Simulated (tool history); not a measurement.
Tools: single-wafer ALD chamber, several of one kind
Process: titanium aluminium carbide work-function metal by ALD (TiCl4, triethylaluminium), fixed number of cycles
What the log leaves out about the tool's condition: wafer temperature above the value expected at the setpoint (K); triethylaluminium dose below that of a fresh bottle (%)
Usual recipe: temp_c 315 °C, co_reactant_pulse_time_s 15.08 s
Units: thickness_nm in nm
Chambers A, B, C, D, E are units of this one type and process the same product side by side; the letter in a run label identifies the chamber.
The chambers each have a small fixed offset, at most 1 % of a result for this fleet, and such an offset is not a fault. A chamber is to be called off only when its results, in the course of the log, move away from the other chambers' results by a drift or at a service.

run    day  temp_c  co_reactant_pulse_time_s  hours since the last thermocouple change  hours since the last triethylaluminium bottle change  read-back reference wafer on the same gauge, thickness_nm  thickness_nm
 1E  0.175     315                     15.08                                     255.5                                                 425.9                                                     1.8498        2.1724
     0.262  -- chamber B: thermocouple changed; heater temperature recalibrated
 2C  0.442     315                     15.08                                    1626.0                                                 653.6                                                     1.8506        2.1731
 3B  0.654     315                     15.08                                       9.5                                                 208.1                                                     1.8507        2.2042
 4D  0.992     315                     15.08                                     584.7                                                 870.2                                                     1.8510        2.2014
 5A  1.154     315                     15.08                                     835.4                                                 747.3                                                     1.8512        2.1717
 6A  1.358     315                     15.08                                     840.3                                                 752.2                                                     1.8525        2.1616
 7B  1.617     315                     15.08                                      32.6                                                 231.2                                                     1.8517        2.2114
 8E  1.967     304                     13.12                                     298.5                                                 468.9                                                     1.8538        2.0650
 9D  2.242     304                     13.12                                     614.7                                                 900.2                                                     1.8535        2.0916
10C  2.479     304                     13.12                                    1674.9                                                 702.5                                                     1.8529        2.0640
11B  2.642     304                     13.12                                      57.2                                                 255.8                                                     1.8541        2.1022
12A  2.846     304                     13.12                                     876.0                                                 787.9                                                     1.8544        2.0658
13E  3.092     315                     15.08                                     325.5                                                 495.9                                                     1.8539        2.1759
14D  3.329     315                     15.08                                     640.8                                                 926.3                                                     1.8546        2.2113
15C  3.567     315                     15.08                                    1701.0                                                 728.6                                                     1.8548        2.1661
16B  3.925     315                     15.08                                      88.0                                                 286.6                                                     1.8566        2.2079
17A  4.267     315                     15.08                                     910.1                                                 822.0                                                     1.8560        2.1732
18E  4.450     315                     19.63                                     358.1                                                 528.5                                                     1.8567        2.1878
19C  4.788     315                     19.63                                    1730.3                                                 757.9                                                     1.8567        2.1955
20D  5.033     315                     19.63                                     681.7                                                 967.2                                                     1.8577        2.2235
21D  5.258     315                     19.63                                     687.1                                                 972.6                                                     1.8580        2.2177
22E  5.567     315                     19.63                                     384.9                                                 555.3                                                     1.8591        2.1987
23B  5.917     315                     15.08                                     135.8                                                 334.4                                                     1.8590        2.2199
24C  6.104     315                     15.08                                    1761.9                                                 789.5                                                     1.8590        2.1735
25A  6.362     315                     15.08                                     960.4                                                 872.3                                                     1.8595        2.1752
26A  6.533     315                     15.08                                     964.5                                                 876.4                                                     1.8595        2.1831
27D  6.900     315                     15.08                                     726.5                                                1012.0                                                     1.8602        2.2137
28E  7.179     315                     15.08                                     423.6                                                 594.0                                                     1.8607        2.1875
29C  7.383     315                     15.08                                    1792.6                                                 820.2                                                     1.8612        2.1823
30B  7.725     315                     15.08                                     179.2                                                 377.8                                                     1.8618        2.2120
31E  7.933     315                     15.08                                     441.7                                                 612.1                                                     1.8613        2.1828
32B  8.138     315                     15.08                                     189.1                                                 387.7                                                     1.8624        2.2171

Which is it: a chamber that has drifted or been left off by a service, a gauge drift common to all chambers, or only each chamber's usual small offset? If a chamber is off, name it and its likeliest cause.

None of the chambers is off. What moves is the gauge, dragging all their readings along together.
Cause: gauge reads high (%) = 0.685.
